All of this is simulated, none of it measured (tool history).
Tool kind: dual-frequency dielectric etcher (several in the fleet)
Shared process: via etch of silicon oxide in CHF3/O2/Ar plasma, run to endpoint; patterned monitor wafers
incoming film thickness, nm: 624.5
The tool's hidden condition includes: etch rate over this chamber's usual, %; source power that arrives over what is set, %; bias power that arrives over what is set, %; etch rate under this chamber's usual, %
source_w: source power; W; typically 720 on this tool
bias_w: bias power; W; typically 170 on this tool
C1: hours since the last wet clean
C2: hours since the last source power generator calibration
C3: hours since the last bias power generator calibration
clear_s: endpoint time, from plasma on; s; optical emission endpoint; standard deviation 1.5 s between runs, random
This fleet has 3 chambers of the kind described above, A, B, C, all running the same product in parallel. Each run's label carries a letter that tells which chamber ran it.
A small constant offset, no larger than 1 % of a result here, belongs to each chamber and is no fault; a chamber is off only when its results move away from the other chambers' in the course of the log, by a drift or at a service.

run 1C day=0.471 | source_w=720 bias_w=170 | C1=219 C2=1770.4 C3=1084.7 | clear_s=305.73
run 2B day=0.85 | source_w=720 bias_w=170 | C1=143 C2=1063.6 C3=927.9 | clear_s=300.35
run 3A day=1.125 | source_w=720 bias_w=170 | C1=34.7 C2=494.5 C3=730.3 | clear_s=300.62
run 4A day=1.483 | source_w=720 bias_w=170 | C1=43.3 C2=503.1 C3=738.9 | clear_s=299.02
run 5B day=2.079 | source_w=720 bias_w=170 | C1=172.5 C2=1093.1 C3=957.4 | clear_s=302.97
run 6C day=2.638 | source_w=720 bias_w=170 | C1=271 C2=1822.4 C3=1136.7 | clear_s=306.25
run 7A day=2.971 | source_w=720 bias_w=170 | C1=79 C2=538.8 C3=774.6 | clear_s=299.29
run 8B day=3.246 | source_w=720 bias_w=170 | C1=200.5 C2=1121.1 C3=985.4 | clear_s=302.92
run 9C day=3.658 | source_w=720 bias_w=170 | C1=295.5 C2=1846.9 C3=1161.2 | clear_s=304.25
run 10C day=3.946 | source_w=720 bias_w=170 | C1=302.4 C2=1853.8 C3=1168.1 | clear_s=303.71
run 11B day=4.296 | source_w=720 bias_w=170 | C1=225.7 C2=1146.3 C3=1010.6 | clear_s=302.12
run 12A day=4.725 | source_w=720 bias_w=170 | C1=121.1 C2=580.9 C3=816.7 | clear_s=299.21
run 13B day=5.183 | source_w=720 bias_w=170 | C1=247 C2=1167.6 C3=1031.9 | clear_s=300.4
run 14A day=5.767 | source_w=720 bias_w=170 | C1=146.1 C2=605.9 C3=841.7 | clear_s=300.44
run 15C day=6.362 | source_w=720 bias_w=170 | C1=360.4 C2=1911.8 C3=1226.1 | clear_s=301.54
run 16B day=6.671 | source_w=720 bias_w=170 | C1=282.7 C2=1203.3 C3=1067.6 | clear_s=300.13
run 17C day=7.238 | source_w=720 bias_w=170 | C1=381.4 C2=1932.8 C3=1247.1 | clear_s=306.23
run 18A day=7.854 | source_w=720 bias_w=170 | C1=196.2 C2=656 C3=891.8 | clear_s=299.07
run 19B day=8.142 | source_w=720 bias_w=170 | C1=318 C2=1238.6 C3=1102.9 | clear_s=301.22
run 20A day=8.567 | source_w=720 bias_w=170 | C1=213.3 C2=673.1 C3=908.9 | clear_s=299.07
run 21C day=8.862 | source_w=720 bias_w=170 | C1=420.4 C2=1971.8 C3=1286.1 | clear_s=303.55
run 22B day=9.333 | source_w=720 bias_w=170 | C1=346.6 C2=1267.2 C3=1131.5 | clear_s=302.82
run 23A day=9.883 | source_w=720 bias_w=170 | C1=244.9 C2=704.7 C3=940.5 | clear_s=299.36
run 24C day=10.396 | source_w=580 bias_w=170 | C1=457.2 C2=2008.6 C3=1322.9 | clear_s=333.49
run 25A day=10.712 | source_w=580 bias_w=170 | C1=264.8 C2=724.6 C3=960.4 | clear_s=324.89
run 26B day=11.196 | source_w=580 bias_w=170 | C1=391.3 C2=1311.9 C3=1176.2 | clear_s=326.5
run 27C day=11.746 | source_w=720 bias_w=170 | C1=489.6 C2=2041 C3=1355.3 | clear_s=310.1
run 28C day=12.333 | source_w=720 bias_w=170 | C1=503.7 C2=2055.1 C3=1369.4 | clear_s=310.02
run 29A day=12.646 | source_w=720 bias_w=170 | C1=311.2 C2=771 C3=1006.8 | clear_s=301.38
run 30B day=13.1 | source_w=720 bias_w=170 | C1=437 C2=1357.6 C3=1221.9 | clear_s=301.09
run 31B day=13.454 | source_w=720 bias_w=170 | C1=445.5 C2=1366.1 C3=1230.4 | clear_s=300.76
run 32A day=13.867 | source_w=720 bias_w=170 | C1=340.5 C2=800.3 C3=1036.1 | clear_s=297.69

Has any chamber moved away from the others, gradually or after a service, or does the common gauge drift, or do the chambers differ only by their own small steady offsets? State the chamber and the most likely cause if one applies.

Chamber C drifts away from the others.
Cause: etch rate under this chamber's usual, % = 3.1.

Chamber C could run next with any of the 4 candidate recipes listed below; each alters the usual settings, and their results appear as question marks. Which one brings its results back in line with what the other chambers deliver on the usual settings?
Allowed miss from the other chambers' usual-settings mean, per result, to count as in line: clear_s 5.1 s
run 33C-1 day=14.308 | source_w=640 bias_w=170 | clear_s=?
run 33C-2 day=14.308 | source_w=630 bias_w=152 | clear_s=?
run 33C-3 day=14.308 | source_w=760 bias_w=179 | clear_s=?
run 33C-4 day=14.308 | source_w=890 bias_w=170 | clear_s=?

Mean of the other chambers on the usual settings: clear_s 300.1 s
run=33C-1 clear_s=327.37
run=33C-2 clear_s=341.86
run=33C-3 clear_s=301.01
run=33C-4 clear_s=287.97
It is 33C-3 that realigns the chamber with its peers.
